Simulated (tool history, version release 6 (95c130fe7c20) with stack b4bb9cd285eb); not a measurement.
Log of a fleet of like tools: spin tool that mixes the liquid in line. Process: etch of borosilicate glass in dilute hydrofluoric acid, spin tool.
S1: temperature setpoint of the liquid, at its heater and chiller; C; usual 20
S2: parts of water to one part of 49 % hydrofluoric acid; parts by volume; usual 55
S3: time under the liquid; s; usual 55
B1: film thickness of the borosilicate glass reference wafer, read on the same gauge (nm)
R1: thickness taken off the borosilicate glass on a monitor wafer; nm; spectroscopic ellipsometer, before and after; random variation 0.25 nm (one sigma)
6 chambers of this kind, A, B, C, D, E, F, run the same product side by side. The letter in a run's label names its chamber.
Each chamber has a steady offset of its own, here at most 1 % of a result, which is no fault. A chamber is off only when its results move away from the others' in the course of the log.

{"run": "1E", "hour": 9.5, "S1": 20, "S2": 55, "S3": 55, "B1": 129.98, "R1": 31.182}
{"run": "2C", "hour": 15.3, "S1": 20, "S2": 55, "S3": 55, "B1": 130, "R1": 30.761}
{"run": "3B", "hour": 22.6, "S1": 20, "S2": 55, "S3": 55, "B1": 130.04, "R1": 30.534}
{"run": "4D", "hour": 32.4, "S1": 20, "S2": 55, "S3": 55, "B1": 130.02, "R1": 31.268}
{"run": "5F", "hour": 38.6, "S1": 20, "S2": 55, "S3": 55, "B1": 130.01, "R1": 31.07}
{"run": "6A", "hour": 44.2, "S1": 20, "S2": 55, "S3": 55, "B1": 129.95, "R1": 30.878}
{"run": "7D", "hour": 53.1, "S1": 20, "S2": 55, "S3": 55, "B1": 129.99, "R1": 31.08}
{"hour": 55.4, "done": "chamber A: hydrofluoric acid flow meter replaced"}
{"run": "8C", "hour": 58.7, "S1": 20, "S2": 55, "S3": 55, "B1": 129.99, "R1": 30.801}
{"hour": 64.2, "done": "chamber A: thermometer replaced"}
{"run": "9B", "hour": 67.3, "S1": 20, "S2": 55, "S3": 55, "B1": 130.03, "R1": 30.496}
{"run": "10F", "hour": 72.3, "S1": 20, "S2": 55, "S3": 55, "B1": 130.03, "R1": 30.985}
{"run": "11E", "hour": 78.5, "S1": 20, "S2": 55, "S3": 55, "B1": 130.01, "R1": 30.953}
{"run": "12A", "hour": 84.5, "S1": 20, "S2": 55, "S3": 20, "B1": 130.08, "R1": 11.259}
{"run": "13A", "hour": 94.3, "S1": 20, "S2": 55, "S3": 20, "B1": 129.98, "R1": 11.131}
{"run": "14C", "hour": 101.0, "S1": 20, "S2": 55, "S3": 20, "B1": 129.99, "R1": 11.295}
{"run": "15F", "hour": 105.5, "S1": 20, "S2": 55, "S3": 20, "B1": 130.04, "R1": 11.216}
{"run": "16B", "hour": 111.2, "S1": 20, "S2": 55, "S3": 20, "B1": 130.04, "R1": 11.19}
{"run": "17D", "hour": 120.8, "S1": 20, "S2": 55, "S3": 20, "B1": 130.05, "R1": 11.335}
{"run": "18E", "hour": 129.3, "S1": 20, "S2": 55, "S3": 55, "B1": 129.97, "R1": 30.929}
{"run": "19F", "hour": 139.0, "S1": 20, "S2": 55, "S3": 55, "B1": 130.01, "R1": 31.006}
{"run": "20A", "hour": 144.9, "S1": 20, "S2": 55, "S3": 55, "B1": 130, "R1": 30.758}
{"run": "21E", "hour": 150.0, "S1": 20, "S2": 55, "S3": 55, "B1": 130, "R1": 30.812}
{"run": "22B", "hour": 155.8, "S1": 20, "S2": 55, "S3": 55, "B1": 130.01, "R1": 30.348}
{"run": "23D", "hour": 163.7, "S1": 20, "S2": 55, "S3": 55, "B1": 129.95, "R1": 30.874}
{"run": "24C", "hour": 169.5, "S1": 20, "S2": 55, "S3": 25, "B1": 130.02, "R1": 13.819}
{"run": "25B", "hour": 173.9, "S1": 20, "S2": 55, "S3": 25, "B1": 129.97, "R1": 14.152}
{"run": "26D", "hour": 182.6, "S1": 20, "S2": 55, "S3": 25, "B1": 130, "R1": 14.049}
{"run": "27E", "hour": 190.5, "S1": 20, "S2": 55, "S3": 25, "B1": 130.04, "R1": 13.857}
{"run": "28A", "hour": 195.8, "S1": 20, "S2": 55, "S3": 25, "B1": 129.99, "R1": 13.982}
{"run": "29F", "hour": 205.8, "S1": 20, "S2": 55, "S3": 25, "B1": 130.05, "R1": 14.158}
{"run": "30C", "hour": 215.0, "S1": 20, "S2": 55, "S3": 55, "B1": 130.07, "R1": 30.649}
{"run": "31A", "hour": 220.6, "S1": 20, "S2": 55, "S3": 55, "B1": 129.98, "R1": 30.801}
{"run": "32C", "hour": 229.8, "S1": 20, "S2": 55, "S3": 55, "B1": 129.97, "R1": 30.693}
{"run": "33F", "hour": 237.2, "S1": 20, "S2": 55, "S3": 55, "B1": 129.99, "R1": 31.076}
{"run": "34D", "hour": 246.5, "S1": 20, "S2": 55, "S3": 55, "B1": 129.96, "R1": 30.847}
{"run": "35E", "hour": 254.2, "S1": 18, "S2": 55, "S3": 55, "B1": 130.02, "R1": 28.105}
{"run": "36B", "hour": 260.7, "S1": 18, "S2": 55, "S3": 55, "B1": 130.05, "R1": 28.295}
{"run": "37A", "hour": 269.5, "S1": 18, "S2": 55, "S3": 55, "B1": 130.01, "R1": 28.279}
{"run": "38F", "hour": 277.4, "S1": 18, "S2": 55, "S3": 55, "B1": 129.98, "R1": 28.382}
{"run": "39B", "hour": 284.2, "S1": 18, "S2": 55, "S3": 55, "B1": 129.99, "R1": 28.539}
{"hour": 289.6, "done": "chamber C: thermometer replaced"}
{"run": "40E", "hour": 292.5, "S1": 18, "S2": 55, "S3": 55, "B1": 130, "R1": 28.601}
{"run": "41C", "hour": 299.7, "S1": 20, "S2": 55, "S3": 55, "B1": 130.02, "R1": 31.122}
{"run": "42D", "hour": 304.1, "S1": 20, "S2": 55, "S3": 55, "B1": 130.01, "R1": 31.087}
{"run": "43F", "hour": 309.3, "S1": 24.5, "S2": 55, "S3": 55, "B1": 129.97, "R1": 38.243}

What goes on in this fleet: one chamber off, a drifting gauge, or nothing beyond the chambers' own small offsets? Name the chamber and the cause, if any.

No chamber stands off beyond its own small offset, and the gauge holds steady.
